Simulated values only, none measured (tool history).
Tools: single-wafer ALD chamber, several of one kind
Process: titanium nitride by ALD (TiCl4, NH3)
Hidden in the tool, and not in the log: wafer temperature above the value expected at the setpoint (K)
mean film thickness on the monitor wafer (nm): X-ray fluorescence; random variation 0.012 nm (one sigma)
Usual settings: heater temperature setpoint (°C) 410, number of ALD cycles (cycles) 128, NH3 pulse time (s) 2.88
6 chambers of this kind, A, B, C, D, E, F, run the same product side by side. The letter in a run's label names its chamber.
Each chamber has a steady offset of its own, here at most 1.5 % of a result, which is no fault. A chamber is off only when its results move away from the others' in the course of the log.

run	hour	heater temperature setpoint (°C)	number of ALD cycles (cycles)	NH3 pulse time (s)	hours since the last thermocouple change	read-back reference wafer on the same gauge, thickness_nm	mean film thickness on the monitor wafer (nm)
1B	6.3	410	128	2.88	1756.1	2.8515	2.8462
2E	13.7	410	128	2.88	2099.2	2.8497	2.8372
3C	18.3	410	128	2.88	889.6	2.849	2.8443
4F	23	410	128	2.88	359.1	2.8497	2.8861
# hour 28.8: chamber E: thermocouple changed; heater temperature recalibrated
5A	31.5	410	128	2.88	541.6	2.8518	2.8872
6D	38.4	410	128	2.88	1712.5	2.8517	2.8485
7A	43.8	410	128	2.88	553.9	2.8522	2.887
8D	47.9	410	110	2.88	1722	2.8481	2.4354
9E	55.1	410	110	2.88	26.3	2.8507	2.4198
10C	61.2	410	110	2.88	932.5	2.8471	2.4336
11B	65.1	410	110	2.88	1814.9	2.8495	2.444
12F	69.2	410	110	2.88	405.3	2.8507	2.4699
13C	73.9	410	110	2.88	945.2	2.8498	2.4315
14D	79	410	128	2.88	1753.1	2.8497	2.8557
15E	84.8	410	128	2.88	56	2.8525	2.8243
16A	91.2	410	128	2.88	601.3	2.849	2.8728
17B	98.3	410	148	2.88	1848.1	2.8474	3.3215
18F	105	410	148	2.88	441.1	2.8524	3.3331
19D	113.1	410	148	2.88	1787.2	2.8517	3.2946
20C	120.8	410	148	2.88	992.1	2.853	3.2767
21F	125.2	410	148	2.88	461.3	2.8486	3.3569
22E	129.3	410	148	2.88	100.5	2.8514	3.2797
23A	136.1	410	128	2.88	646.2	2.853	2.8661
24B	140.2	410	128	2.88	1890	2.8491	2.8317
25E	147.5	410	128	2.88	118.7	2.8522	2.827
26B	152.6	410	128	2.88	1902.4	2.8504	2.8452
27C	161	403	128	2.88	1032.3	2.8505	2.8332
28F	166.8	403	128	2.88	502.9	2.848	2.8823
29D	172.3	403	128	2.88	1846.4	2.8512	2.8507
30A	176.9	403	128	2.88	687	2.8517	2.8652
31B	180.8	403	128	2.88	1930.6	2.8504	2.8468
32C	188.7	403	128	2.88	1060	2.8486	2.8275
33A	195.8	410	128	2.88	705.9	2.8535	2.871
34F	204.1	410	140	2.88	540.2	2.8533	3.1569
35E	209.2	410	140	2.88	180.4	2.8476	3.1081
36D	216.2	410	140	2.88	1890.3	2.8488	3.113
37C	224.8	410	140	2.88	1096.1	2.8499	3.123
38B	233	410	140	2.88	1982.8	2.853	3.093
39F	237.6	410	140	2.88	573.7	2.8485	3.1524
40E	241.5	410	128	2.88	212.7	2.8532	2.8271
41A	250.1	410	128	2.88	760.2	2.8481	2.8865
42D	256.3	410	128	2.88	1930.4	2.8492	2.8496

Is one chamber off against the others, does the gauge drift, or is nothing wrong? If a chamber is off, say which, and what the likeliest cause is.

No chamber stands off beyond its own small offset, and the gauge holds steady.

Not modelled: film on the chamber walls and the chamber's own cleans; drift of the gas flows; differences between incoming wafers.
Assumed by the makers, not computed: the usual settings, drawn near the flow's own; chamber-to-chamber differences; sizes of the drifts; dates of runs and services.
